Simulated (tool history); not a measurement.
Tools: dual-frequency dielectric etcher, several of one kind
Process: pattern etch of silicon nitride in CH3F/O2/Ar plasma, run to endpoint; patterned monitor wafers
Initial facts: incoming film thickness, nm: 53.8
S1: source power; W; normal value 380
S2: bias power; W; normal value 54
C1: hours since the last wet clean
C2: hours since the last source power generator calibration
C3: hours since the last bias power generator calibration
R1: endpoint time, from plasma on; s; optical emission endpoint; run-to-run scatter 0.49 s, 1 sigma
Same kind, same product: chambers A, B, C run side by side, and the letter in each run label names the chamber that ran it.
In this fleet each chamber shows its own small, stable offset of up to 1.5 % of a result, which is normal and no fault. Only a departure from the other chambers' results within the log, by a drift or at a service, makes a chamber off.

{"run": "1C", "hour": 11.0, "S1": 380, "S2": 54, "C1": 448.9, "C2": 1184.5, "C3": 1094.2, "R1": 87.71}
{"hour": 11.5, "done": "chamber A: source power generator calibrated"}
{"run": "2A", "hour": 22.7, "S1": 380, "S2": 54, "C1": 137.4, "C2": 11.3, "C3": 887.8, "R1": 85.511}
{"run": "3B", "hour": 32.4, "S1": 380, "S2": 54, "C1": 127.2, "C2": 80.8, "C3": 3285.8, "R1": 88.592}
{"run": "4B", "hour": 40.7, "S1": 380, "S2": 54, "C1": 135.5, "C2": 89.1, "C3": 3294.1, "R1": 86.843}
{"run": "5A", "hour": 48.6, "S1": 380, "S2": 54, "C1": 163.3, "C2": 37.2, "C3": 913.7, "R1": 85.477}
{"run": "6C", "hour": 57.0, "S1": 380, "S2": 54, "C1": 494.9, "C2": 1230.5, "C3": 1140.2, "R1": 87.334}
{"run": "7A", "hour": 68.0, "S1": 380, "S2": 54, "C1": 182.7, "C2": 56.6, "C3": 933.1, "R1": 85.909}
{"hour": 76.2, "done": "chamber C: wet clean of the chamber"}
{"run": "8B", "hour": 78.8, "S1": 380, "S2": 54, "C1": 173.6, "C2": 127.2, "C3": 3332.2, "R1": 88.236}
{"run": "9C", "hour": 88.4, "S1": 410, "S2": 62, "C1": 12.2, "C2": 1261.9, "C3": 1171.6, "R1": 81.798}
{"run": "10C", "hour": 96.4, "S1": 410, "S2": 62, "C1": 20.2, "C2": 1269.9, "C3": 1179.6, "R1": 81.359}
{"run": "11B", "hour": 107.9, "S1": 410, "S2": 62, "C1": 202.7, "C2": 156.3, "C3": 3361.3, "R1": 81.26}
{"run": "12A", "hour": 113.6, "S1": 340, "S2": 54, "C1": 228.3, "C2": 102.2, "C3": 978.7, "R1": 90.801}
{"run": "13B", "hour": 120.2, "S1": 340, "S2": 54, "C1": 215, "C2": 168.6, "C3": 3373.6, "R1": 92.354}
{"run": "14C", "hour": 130.6, "S1": 340, "S2": 54, "C1": 54.4, "C2": 1304.1, "C3": 1213.8, "R1": 90.88}
{"run": "15A", "hour": 141.7, "S1": 380, "S2": 54, "C1": 256.4, "C2": 130.3, "C3": 1006.8, "R1": 86.059}
{"run": "16A", "hour": 152.3, "S1": 380, "S2": 54, "C1": 267, "C2": 140.9, "C3": 1017.4, "R1": 85.883}
{"run": "17C", "hour": 158.7, "S1": 380, "S2": 54, "C1": 82.5, "C2": 1332.2, "C3": 1241.9, "R1": 86.886}
{"run": "18B", "hour": 166.1, "S1": 470, "S2": 59, "C1": 260.9, "C2": 214.5, "C3": 3419.5, "R1": 80.067}
{"run": "19A", "hour": 172.5, "S1": 470, "S2": 59, "C1": 287.2, "C2": 161.1, "C3": 1037.6, "R1": 76.924}
{"run": "20B", "hour": 183.2, "S1": 470, "S2": 59, "C1": 278, "C2": 231.6, "C3": 3436.6, "R1": 80.381}
{"run": "21C", "hour": 193.8, "S1": 380, "S2": 54, "C1": 117.6, "C2": 1367.3, "C3": 1277, "R1": 88.119}
{"run": "22C", "hour": 203.4, "S1": 460, "S2": 54, "C1": 127.2, "C2": 1376.9, "C3": 1286.6, "R1": 80.57}
{"run": "23A", "hour": 210.1, "S1": 460, "S2": 54, "C1": 324.8, "C2": 198.7, "C3": 1075.2, "R1": 81.003}
{"run": "24B", "hour": 220.8, "S1": 460, "S2": 54, "C1": 315.6, "C2": 269.2, "C3": 3474.2, "R1": 82.741}
{"run": "25B", "hour": 229.5, "S1": 380, "S2": 54, "C1": 324.3, "C2": 277.9, "C3": 3482.9, "R1": 89.822}
{"run": "26C", "hour": 235.0, "S1": 380, "S2": 54, "C1": 158.8, "C2": 1408.5, "C3": 1318.2, "R1": 86.487}
{"run": "27A", "hour": 243.0, "S1": 380, "S2": 54, "C1": 357.7, "C2": 231.6, "C3": 1108.1, "R1": 86.461}
{"run": "28C", "hour": 249.4, "S1": 440, "S2": 54, "C1": 173.2, "C2": 1422.9, "C3": 1332.6, "R1": 82.735}
{"run": "29A", "hour": 258.0, "S1": 440, "S2": 54, "C1": 372.7, "C2": 246.6, "C3": 1123.1, "R1": 81.752}
{"run": "30B", "hour": 268.0, "S1": 440, "S2": 54, "C1": 362.8, "C2": 316.4, "C3": 3521.4, "R1": 86.129}
{"run": "31B", "hour": 274.9, "S1": 380, "S2": 54, "C1": 369.7, "C2": 323.3, "C3": 3528.3, "R1": 90.544}
{"run": "32C", "hour": 282.1, "S1": 380, "S2": 54, "C1": 205.9, "C2": 1455.6, "C3": 1365.3, "R1": 87.864}

Read the log: is a single chamber off, either drifting away or since a service, is the gauge that measures every chamber drifting, or is nothing wrong beyond small per-chamber offsets? Name any odd chamber and what most likely caused it.

It is chamber B that slowly wanders off from its peers.
What lies behind it: etch rate under this chamber's usual, % = 3.44.

Here are 4 candidates for chamber B's next run, each the usual settings with a change, their results left as question marks. Which one brings its results back in line with what the others give on the usual settings?
A result is in line if it is within this distance of the other chambers' mean on the usual settings: R1 1.7 s
{"run": "33B-1", "hour": 290.5, "S1": 300, "S2": 54, "R1": "?"}
{"run": "33B-2", "hour": 290.5, "S1": 350, "S2": 51, "R1": "?"}
{"run": "33B-3", "hour": 290.5, "S1": 380, "S2": 61, "R1": "?"}
{"run": "33B-4", "hour": 290.5, "S1": 490, "S2": 54, "R1": "?"}

What the other chambers average on the usual settings: R1 86.736 s
run=33B-1 R1=99.51
run=33B-2 R1=95.541
run=33B-3 R1=87.274
run=33B-4 R1=82.323
Change 33B-3 lands the chamber within the allowed miss of the other chambers.
